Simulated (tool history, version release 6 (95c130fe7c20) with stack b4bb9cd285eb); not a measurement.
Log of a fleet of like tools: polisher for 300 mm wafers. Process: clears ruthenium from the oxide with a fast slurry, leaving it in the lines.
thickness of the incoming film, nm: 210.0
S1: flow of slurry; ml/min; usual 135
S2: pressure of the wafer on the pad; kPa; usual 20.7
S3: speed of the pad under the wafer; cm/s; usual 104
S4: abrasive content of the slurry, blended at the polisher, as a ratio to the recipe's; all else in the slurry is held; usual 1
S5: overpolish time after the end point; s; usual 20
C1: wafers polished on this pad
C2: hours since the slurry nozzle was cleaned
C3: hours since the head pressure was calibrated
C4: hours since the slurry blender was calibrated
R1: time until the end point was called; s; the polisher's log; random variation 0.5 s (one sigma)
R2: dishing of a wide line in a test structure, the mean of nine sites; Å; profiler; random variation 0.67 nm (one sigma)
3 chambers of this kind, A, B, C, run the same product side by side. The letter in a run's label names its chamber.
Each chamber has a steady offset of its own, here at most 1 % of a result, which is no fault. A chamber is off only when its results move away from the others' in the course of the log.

run	hour	S1	S2	S3	S4	S5	C1	C2	C3	C4	R1	R2
# hour 0.9: chamber C: head pressure recalibrated
# hour 12.5: chamber B: slurry blender recalibrated
1C	12.9	135	20.7	104	1	20	321	750.7	12.1	201	41.123	660.78
2B	24.5	135	20.7	104	1	20	627	607.5	180.4	12.1	42.75	665.5
3A	33.9	135	20.7	104	1	20	660	334.6	911.9	84.1	41.414	660.51
4B	42.7	135	20.7	104	1	20	783	625.7	198.6	30.3	42.098	664.4
5C	55.2	135	26.9	118	1	20	685	793	54.4	243.3	28.269	842.29
6A	65.5	135	26.9	118	1	20	931	366.2	943.5	115.7	28.623	840.07
7C	73.4	135	26.9	118	1	20	841	811.2	72.6	261.5	27.945	849.85
# hour 81.4: chamber A: slurry blender recalibrated
8A	83.7	135	20.7	104	1	20	1088	384.4	961.7	2.4	42.861	667.79
# hour 89.6: chamber B: worn pad replaced by a new one
9B	93.7	135	20.7	104	1	20	35	676.7	249.6	81.3	42.822	676.11
# hour 94.1: chamber B: slurry nozzle cleaned
# hour 100.6: chamber C: worn pad replaced by a new one
# hour 100.8: chamber A: worn pad replaced by a new one
10A	102.8	135	20.7	104	1	20	17	403.5	980.8	21.5	42.472	667.14
11C	112.2	135	20.7	104	1	20	99	850	111.4	300.3	43.03	667.2
12B	126.1	100	20.7	104	1	20	314	32	282	113.7	44.923	637.1
# hour 128: chamber A: slurry nozzle cleaned
13B	133	100	20.7	104	1	20	373	38.9	288.9	120.6	44.815	641.63
14C	142.7	100	20.7	104	1	20	362	880.5	141.9	330.8	44.672	637.8
# hour 145.3: chamber C: slurry blender recalibrated
15A	154.6	135	20.7	104	1	20	462	26.7	1032.6	73.3	41.194	666.06
16C	162.5	135	20.7	104	1	20	532	900.3	161.7	17.2	42.132	664.55
# hour 166.9: chamber B: head pressure recalibrated
17A	176.3	135	20.7	104	1	20	649	48.4	1054.3	95	42.039	656.44
18B	183.1	135	20.7	104	1	20	803	89	16.3	170.7	41.901	661.95
19C	191.1	135	20.7	104	1	24	778	928.9	190.3	45.8	41.47	728.21
# hour 194.6: chamber C: worn pad replaced by a new one
20A	201.3	135	20.7	104	1	24	864	73.4	1079.3	120	41.537	758.94
# hour 206.4: chamber B: worn pad replaced by a new one
21B	207.5	135	20.7	104	1	24	9	113.4	40.7	195.1	41.737	750.92
22A	219.7	135	20.7	104	1	20	1022	91.8	1097.7	138.4	41.824	669.86
23C	225.9	135	20.7	104	1	20	269	963.7	225.1	80.6	41.445	651.27
# hour 227.6: chamber A: worn pad replaced by a new one
# hour 232.9: chamber A: slurry blender recalibrated
24B	235.5	135	20.7	104	1	20	250	141.4	68.7	223.1	42.232	661.81
# hour 239.7: chamber C: slurry nozzle cleaned
25B	242.5	115	20.7	138	1	20	310	148.4	75.7	230.1	32.561	781.12
26C	255	115	20.7	138	1	20	519	15.4	254.2	109.7	32.978	798.31
27A	267.5	115	20.7	138	1	20	343	139.6	1145.5	34.6	32.492	783.72
28B	275.9	135	20.7	104	1	26	597	181.8	109.1	263.5	41.783	787.11
29A	289.9	135	20.7	104	1	26	535	162	1167.9	57	42.267	801.7
30C	296.2	135	20.7	104	1	26	873	56.6	295.4	150.9	41.319	777.69
# hour 298.2: chamber C: worn pad replaced by a new one
31B	305.6	135	20.7	104	1	20	852	211.5	138.8	293.2	42.148	672.55
32C	313.1	135	14.5	104	1	20	128	73.5	312.3	167.8	60.112	501.27
33A	320.3	135	14.5	104	1	20	796	192.4	1198.3	87.4	59.277	512.52
34A	333	135	14.5	104	1	20	906	205.1	1211	100.1	59.44	511.16
35C	342.2	135	20.7	104	1	20	378	102.6	341.4	196.9	41.017	660.82
# hour 348.5: chamber B: worn pad replaced by a new one
36B	351.3	135	15.2	104	1	20	24	257.2	184.5	338.9	58.488	528.74

What goes on in this fleet: one chamber off, a drifting gauge, or nothing beyond the chambers' own small offsets? Name the chamber and the cause, if any.

No chamber stands off beyond its own small offset, and the gauge holds steady.
